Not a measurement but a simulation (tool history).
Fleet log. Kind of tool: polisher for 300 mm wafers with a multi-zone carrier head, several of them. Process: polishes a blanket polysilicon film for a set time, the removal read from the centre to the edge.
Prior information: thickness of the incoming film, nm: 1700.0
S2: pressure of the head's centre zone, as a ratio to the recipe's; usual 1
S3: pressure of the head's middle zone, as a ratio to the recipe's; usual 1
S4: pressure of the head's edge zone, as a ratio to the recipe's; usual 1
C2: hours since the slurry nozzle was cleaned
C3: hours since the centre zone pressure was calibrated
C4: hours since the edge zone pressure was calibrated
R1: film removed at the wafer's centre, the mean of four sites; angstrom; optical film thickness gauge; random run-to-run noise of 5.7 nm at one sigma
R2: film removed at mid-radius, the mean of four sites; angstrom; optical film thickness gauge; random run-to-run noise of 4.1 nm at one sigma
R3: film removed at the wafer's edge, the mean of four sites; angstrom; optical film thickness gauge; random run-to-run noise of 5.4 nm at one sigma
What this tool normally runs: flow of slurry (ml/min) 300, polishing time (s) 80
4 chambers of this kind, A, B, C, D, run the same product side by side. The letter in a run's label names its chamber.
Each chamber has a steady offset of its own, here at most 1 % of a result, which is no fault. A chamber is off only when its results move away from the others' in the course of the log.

-- hour=1 chamber C: worn pad replaced by a new one
run 1B hour=6.6 | flow_of_slurry_(ml/min)=300 S2=1 S3=1 S4=1 polishing_time_(s)=80 | wafers_polished_on_this_pad=207 C2=13 C3=1139.7 C4=443 | R1=4973 R2=5121.2 R3=5102.6
run 2A hour=15.5 | flow_of_slurry_(ml/min)=300 S2=1 S3=1 S4=1 polishing_time_(s)=80 | wafers_polished_on_this_pad=439 C2=483.2 C3=995.2 C4=225.8 | R1=5065.3 R2=5085.6 R3=5115.9
-- hour=20.1 chamber A: slurry nozzle cleaned
run 3D hour=26.2 | flow_of_slurry_(ml/min)=300 S2=1 S3=1 S4=1 polishing_time_(s)=80 | wafers_polished_on_this_pad=824 C2=29.1 C3=1153 C4=326.9 | R1=5255.5 R2=5177.6 R3=5144.4
run 4C hour=32 | flow_of_slurry_(ml/min)=300 S2=1 S3=1 S4=1 polishing_time_(s)=80 | wafers_polished_on_this_pad=294 C2=494.4 C3=646.8 C4=448.9 | R1=5150.5 R2=5120.9 R3=5111
run 5A hour=39.6 | flow_of_slurry_(ml/min)=300 S2=1 S3=1 S4=1 polishing_time_(s)=80 | wafers_polished_on_this_pad=668 C2=19.6 C3=1019.3 C4=249.9 | R1=5228.5 R2=5112.4 R3=5218
run 6B hour=50.5 | flow_of_slurry_(ml/min)=300 S2=1 S3=1 S4=1 polishing_time_(s)=80 | wafers_polished_on_this_pad=624 C2=56.9 C3=1183.6 C4=486.9 | R1=5138.5 R2=5130.7 R3=5143.8
run 7C hour=58.3 | flow_of_slurry_(ml/min)=300 S2=1 S3=1 S4=1 polishing_time_(s)=80 | wafers_polished_on_this_pad=544 C2=520.7 C3=673.1 C4=475.2 | R1=5055.9 R2=5196.6 R3=5141.2
run 8D hour=67.7 | flow_of_slurry_(ml/min)=300 S2=1 S3=1 S4=1 polishing_time_(s)=80 | wafers_polished_on_this_pad=1218 C2=70.6 C3=1194.5 C4=368.4 | R1=5166.3 R2=5175.1 R3=5137.8
-- hour=70.3 chamber C: centre zone pressure recalibrated
run 9D hour=78.1 | flow_of_slurry_(ml/min)=300 S2=1 S3=1 S4=1 polishing_time_(s)=80 | wafers_polished_on_this_pad=1317 C2=81 C3=1204.9 C4=378.8 | R1=5306.7 R2=5160.3 R3=5155.2
-- hour=79.1 chamber B: worn pad replaced by a new one
-- hour=80.3 chamber C: worn pad replaced by a new one
-- hour=80.6 chamber C: edge zone pressure recalibrated
-- hour=88 chamber A: worn pad replaced by a new one
run 10A hour=88.1 | flow_of_slurry_(ml/min)=300 S2=1 S3=1 S4=1 polishing_time_(s)=80 | wafers_polished_on_this_pad=1 C2=68.1 C3=1067.8 C4=298.4 | R1=5119.3 R2=5128.9 R3=5158.7
run 11C hour=96.9 | flow_of_slurry_(ml/min)=300 S2=1 S3=1 S4=1 polishing_time_(s)=80 | wafers_polished_on_this_pad=157 C2=559.3 C3=26.7 C4=16.3 | R1=5135.3 R2=5133.5 R3=5187.4
run 12B hour=106.8 | flow_of_slurry_(ml/min)=300 S2=1 S3=1 S4=1 polishing_time_(s)=80 | wafers_polished_on_this_pad=263 C2=113.2 C3=1239.9 C4=543.2 | R1=5205.3 R2=5159.1 R3=5237.4
-- hour=111.2 chamber D: worn pad replaced by a new one
run 13C hour=116.8 | flow_of_slurry_(ml/min)=300 S2=1 S3=1 S4=1 polishing_time_(s)=80 | wafers_polished_on_this_pad=346 C2=579.2 C3=46.6 C4=36.2 | R1=5156 R2=5140.4 R3=5092.5
-- hour=125.3 chamber B: centre zone pressure recalibrated
run 14D hour=126.9 | flow_of_slurry_(ml/min)=300 S2=1 S3=1 S4=1 polishing_time_(s)=80 | wafers_polished_on_this_pad=149 C2=129.8 C3=1253.7 C4=427.6 | R1=5193.1 R2=5172.8 R3=5248.9
-- hour=137.4 chamber C: slurry nozzle cleaned
run 15A hour=137.4 | flow_of_slurry_(ml/min)=300 S2=1 S3=1 S4=1 polishing_time_(s)=80 | wafers_polished_on_this_pad=469 C2=117.4 C3=1117.1 C4=347.7 | R1=5180.7 R2=5090 R3=5061
-- hour=138.1 chamber A: centre zone pressure recalibrated
run 16B hour=148 | flow_of_slurry_(ml/min)=300 S2=1 S3=1 S4=1 polishing_time_(s)=80 | wafers_polished_on_this_pad=654 C2=154.4 C3=22.7 C4=584.4 | R1=5182.9 R2=5141 R3=5168.7
run 17B hour=154.6 | flow_of_slurry_(ml/min)=300 S2=1 S3=1 S4=1 polishing_time_(s)=80 | wafers_polished_on_this_pad=717 C2=161 C3=29.3 C4=591 | R1=5182.1 R2=5151.4 R3=5174.1
-- hour=159.4 chamber B: edge zone pressure recalibrated
run 18C hour=160.5 | flow_of_slurry_(ml/min)=300 S2=1 S3=1 S4=1 polishing_time_(s)=80 | wafers_polished_on_this_pad=761 C2=23.1 C3=90.3 C4=79.9 | R1=5144.4 R2=5163.3 R3=5050.7
-- hour=165.7 chamber C: worn pad replaced by a new one
run 19D hour=172 | flow_of_slurry_(ml/min)=300 S2=1 S3=1 S4=1 polishing_time_(s)=80 | wafers_polished_on_this_pad=577 C2=174.9 C3=1298.8 C4=472.7 | R1=5162.7 R2=5192.9 R3=5144.6
run 20A hour=182.8 | flow_of_slurry_(ml/min)=300 S2=1 S3=1 S4=1 polishing_time_(s)=80 | wafers_polished_on_this_pad=900 C2=162.8 C3=44.7 C4=393.1 | R1=5676.4 R2=5116.9 R3=5082.3
-- hour=188.4 chamber B: worn pad replaced by a new one
run 21D hour=191.7 | flow_of_slurry_(ml/min)=300 S2=1 S3=1 S4=1 polishing_time_(s)=93 | wafers_polished_on_this_pad=764 C2=194.6 C3=1318.5 C4=492.4 | R1=5993.1 R2=5956.7 R3=6038.3
run 22B hour=201.7 | flow_of_slurry_(ml/min)=300 S2=1 S3=1 S4=1 polishing_time_(s)=93 | wafers_polished_on_this_pad=126 C2=208.1 C3=76.4 C4=42.3 | R1=5936.2 R2=5997.2 R3=5990.8
run 23A hour=207.8 | flow_of_slurry_(ml/min)=300 S2=1 S3=1 S4=1 polishing_time_(s)=93 | wafers_polished_on_this_pad=1137 C2=187.8 C3=69.7 C4=418.1 | R1=6588.6 R2=5871.2 R3=6067.3
run 24C hour=216.4 | flow_of_slurry_(ml/min)=300 S2=1 S3=1 S4=1 polishing_time_(s)=93 | wafers_polished_on_this_pad=482 C2=79 C3=146.2 C4=135.8 | R1=5994.4 R2=6012.5 R3=6044.6
run 25A hour=223.7 | flow_of_slurry_(ml/min)=300 S2=1 S3=1 S4=1 polishing_time_(s)=80 | wafers_polished_on_this_pad=1288 C2=203.7 C3=85.6 C4=434 | R1=5755.8 R2=5098.7 R3=5043.9
-- hour=227.4 chamber A: worn pad replaced by a new one
run 26C hour=228.9 | flow_of_slurry_(ml/min)=300 S2=1 S3=1 S4=1 polishing_time_(s)=80 | wafers_polished_on_this_pad=600 C2=91.5 C3=158.7 C4=148.3 | R1=5109.2 R2=5119.3 R3=5225
run 27D hour=238 | flow_of_slurry_(ml/min)=300 S2=1 S3=1 S4=1 polishing_time_(s)=80 | wafers_polished_on_this_pad=1204 C2=240.9 C3=1364.8 C4=538.7 | R1=5259.7 R2=5115.8 R3=5078.2
run 28B hour=243.8 | flow_of_slurry_(ml/min)=300 S2=1 S3=1 S4=1 polishing_time_(s)=80 | wafers_polished_on_this_pad=526 C2=250.2 C3=118.5 C4=84.4 | R1=5151 R2=5164.6 R3=5150.2
-- hour=249.2 chamber C: worn pad replaced by a new one
run 29C hour=252 | flow_of_slurry_(ml/min)=300 S2=1 S3=1 S4=1 polishing_time_(s)=80 | wafers_polished_on_this_pad=27 C2=114.6 C3=181.8 C4=171.4 | R1=5309.7 R2=5077.4 R3=5242.8
-- hour=254.8 chamber D: slurry nozzle cleaned
-- hour=259.4 chamber D: worn pad replaced by a new one
run 30D hour=260.5 | flow_of_slurry_(ml/min)=300 S2=1 S3=1 S4=1 polishing_time_(s)=80 | wafers_polished_on_this_pad=10 C2=5.7 C3=1387.3 C4=561.2 | R1=5149.7 R2=5142.9 R3=5079.1
run 31A hour=271.8 | flow_of_slurry_(ml/min)=300 S2=1 S3=1 S4=1 polishing_time_(s)=80 | wafers_polished_on_this_pad=422 C2=251.8 C3=133.7 C4=482.1 | R1=5637.6 R2=5092.7 R3=5100.4
run 32B hour=283 | flow_of_slurry_(ml/min)=300 S2=1 S3=1 S4=1 polishing_time_(s)=62 | wafers_polished_on_this_pad=898 C2=289.4 C3=157.7 C4=123.6 | R1=3955.6 R2=3994.1 R3=3973.5
-- hour=286.7 chamber B: worn pad replaced by a new one
run 33B hour=293.4 | flow_of_slurry_(ml/min)=300 S2=1 S3=1 S4=1 polishing_time_(s)=62 | wafers_polished_on_this_pad=63 C2=299.8 C3=168.1 C4=134 | R1=3914.1 R2=4003.5 R3=3925.2
run 34A hour=298.4 | flow_of_slurry_(ml/min)=300 S2=1 S3=1 S4=1 polishing_time_(s)=62 | wafers_polished_on_this_pad=674 C2=278.4 C3=160.3 C4=508.7 | R1=4470.8 R2=3889.3 R3=3970.3
run 35C hour=303.9 | flow_of_slurry_(ml/min)=300 S2=1 S3=1 S4=1 polishing_time_(s)=62 | wafers_polished_on_this_pad=519 C2=166.5 C3=233.7 C4=223.3 | R1=3950.3 R2=4008 R3=3952.8
run 36D hour=313.5 | flow_of_slurry_(ml/min)=300 S2=1 S3=1 S4=1 polishing_time_(s)=80 | wafers_polished_on_this_pad=514 C2=58.7 C3=1440.3 C4=614.2 | R1=5076.2 R2=5239.3 R3=5074.6
run 37A hour=321.9 | flow_of_slurry_(ml/min)=300 S2=1 S3=1 S4=1 polishing_time_(s)=80 | wafers_polished_on_this_pad=898 C2=301.9 C3=183.8 C4=532.2 | R1=5701.6 R2=5005.3 R3=5097.4
-- hour=322.3 chamber C: worn pad replaced by a new one
run 38D hour=327.8 | flow_of_slurry_(ml/min)=300 S2=1 S3=1 S4=1 polishing_time_(s)=80 | wafers_polished_on_this_pad=649 C2=73 C3=1454.6 C4=628.5 | R1=5271.8 R2=5162.8 R3=5133.5
run 39B hour=338.2 | flow_of_slurry_(ml/min)=300 S2=1 S3=1 S4=1 polishing_time_(s)=80 | wafers_polished_on_this_pad=488 C2=344.6 C3=212.9 C4=178.8 | R1=5122.7 R2=5026.7 R3=5145.7
run 40C hour=347.2 | flow_of_slurry_(ml/min)=300 S2=1 S3=1 S4=1 polishing_time_(s)=80 | wafers_polished_on_this_pad=237 C2=209.8 C3=277 C4=266.6 | R1=5215.7 R2=5129.7 R3=5180
run 41D hour=356.4 | flow_of_slurry_(ml/min)=300 S2=1 S3=1 S4=1 polishing_time_(s)=80 | wafers_polished_on_this_pad=921 C2=101.6 C3=1483.2 C4=657.1 | R1=5122.8 R2=5216.8 R3=5182.4
run 42A hour=364.1 | flow_of_slurry_(ml/min)=300 S2=1 S3=1 S4=1 polishing_time_(s)=80 | wafers_polished_on_this_pad=1298 C2=344.1 C3=226 C4=574.4 | R1=5668.7 R2=5159 R3=5031.1
run 43B hour=375.3 | flow_of_slurry_(ml/min)=300 S2=1 S3=1 S4=1 polishing_time_(s)=80 | wafers_polished_on_this_pad=841 C2=381.7 C3=250 C4=215.9 | R1=5062.6 R2=5082.4 R3=5189.9
run 44C hour=382.1 | flow_of_slurry_(ml/min)=300 S2=1 S3=1 S4=1 polishing_time_(s)=80 | wafers_polished_on_this_pad=568 C2=244.7 C3=311.9 C4=301.5 | R1=5226 R2=5183.6 R3=5023.6

Does one chamber stand apart from the rest, does the shared gauge drift, or is all well apart from small per-chamber offsets? Give the chamber and the most likely cause, where there is one.

Chamber A has stood off from the others ever since a service on it.
What lies behind it: centre zone's pressure above its setpoint, % = 10.

Chamber A could run next with any of the 4 candidate recipes listed below; each alters the usual settings, and their results appear as question marks. Which one brings its results back in line with what the other chambers deliver on the usual settings?
A result is in line if it is within this distance of the other chambers' mean on the usual settings: R1 200 angstrom; R2 140 angstrom; R3 190 angstrom
run 45A-1 hour=390.4 | flow_of_slurry_(ml/min)=295 S2=0.91 S3=1.03 S4=1.03 polishing_time_(s)=79 | R1=? R2=? R3=?
run 45A-2 hour=390.4 | flow_of_slurry_(ml/min)=300 S2=1.03 S3=0.99 S4=0.99 polishing_time_(s)=80 | R1=? R2=? R3=?
run 45A-3 hour=390.4 | flow_of_slurry_(ml/min)=300 S2=0.97 S3=1.01 S4=1.01 polishing_time_(s)=80 | R1=? R2=? R3=?
run 45A-4 hour=390.4 | flow_of_slurry_(ml/min)=305 S2=1.09 S3=0.97 S4=0.97 polishing_time_(s)=81 | R1=? R2=? R3=?

On the usual settings, the other chambers give on average: R1 5147.8 angstrom; R2 5141.8 angstrom; R3 5123.3 angstrom
run=45A-1 R1=5104.5 R2=5146.1 R3=5117.5
run=45A-2 R1=5918.5 R2=5029.4 R3=5085.2
run=45A-3 R1=5548.5 R2=5124.5 R3=5137
run=45A-4 R1=6378 R2=5004 R3=5102.3
The answer is 45A-1, which returns the chamber to within the allowed miss of the others.
